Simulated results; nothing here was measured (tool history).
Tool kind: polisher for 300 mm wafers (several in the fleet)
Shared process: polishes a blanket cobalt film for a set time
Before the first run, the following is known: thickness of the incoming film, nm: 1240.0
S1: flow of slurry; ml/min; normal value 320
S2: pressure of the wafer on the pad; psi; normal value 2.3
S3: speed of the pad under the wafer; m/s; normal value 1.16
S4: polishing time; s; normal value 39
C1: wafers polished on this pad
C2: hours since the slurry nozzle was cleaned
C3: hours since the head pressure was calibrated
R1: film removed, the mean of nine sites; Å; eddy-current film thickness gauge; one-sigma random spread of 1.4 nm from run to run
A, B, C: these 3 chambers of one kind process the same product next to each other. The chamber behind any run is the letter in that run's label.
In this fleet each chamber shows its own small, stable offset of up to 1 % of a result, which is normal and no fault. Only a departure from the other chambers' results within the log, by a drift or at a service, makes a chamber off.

run	day	S1	S2	S3	S4	C1	C2	C3	R1
# day 0.042: chamber A: slurry nozzle cleaned
1B	0.138	320	2.3	1.16	39	308	40.2	156.5	2246.3
2A	0.338	320	2.3	1.16	39	493	7.2	677.8	2283.6
3C	0.571	320	2.3	1.16	39	666	213.3	635	2237.1
# day 0.688: chamber C: worn pad replaced by a new one
4A	0.754	320	2.3	1.16	39	627	17.2	687.8	2289.6
5B	0.879	320	2.3	1.16	39	546	58	174.3	2261.5
6C	1.046	320	2.3	1.16	39	114	224.7	646.4	2272.1
7B	1.196	320	2.3	1.16	39	647	65.6	181.9	2249.7
8C	1.338	320	2.3	1.16	39	208	231.7	653.4	2265.9
9A	1.504	320	2.3	1.16	39	867	35.2	705.8	2225.9
10B	1.642	320	2.3	1.16	39	790	76.3	192.6	2213.7
11C	1.812	320	2.3	1.16	39	360	243.1	664.8	2261.3
12A	2.017	320	2.3	1.16	39	1031	47.5	718.1	2248.5
13A	2.175	320	2.3	1.16	39	1081	51.3	721.9	2231.6
# day 2.288: chamber B: worn pad replaced by a new one
14C	2.375	320	2.3	1.16	39	540	256.6	678.3	2249.9
15B	2.508	320	2.3	1.16	39	71	97.1	213.4	2191.7
16C	2.675	320	2.3	1.16	39	636	263.8	685.5	2266.2
# day 2.817: chamber C: worn pad replaced by a new one
# day 2.846: chamber A: worn pad replaced by a new one
17A	2.875	320	2.3	1.16	39	9	68.1	738.7	2267.3
18B	3.096	320	2.3	1.16	39	259	111.2	227.5	2162.5
19A	3.317	320	2.3	1.16	39	151	78.7	749.3	2286
20C	3.521	320	2.3	1.16	39	225	284.1	705.8	2267.2
21B	3.654	320	2.3	1.16	39	437	124.6	240.9	2119.5

All 3 chambers run these settings next. Forecast each chamber's results:
22A	3.817	320	1.7	1.16	39				?
22B	3.817	320	1.7	1.16	39				?
22C	3.817	320	1.7	1.16	39				?

run	R1
22A	1683.5
22B	1554
22C	1648.4
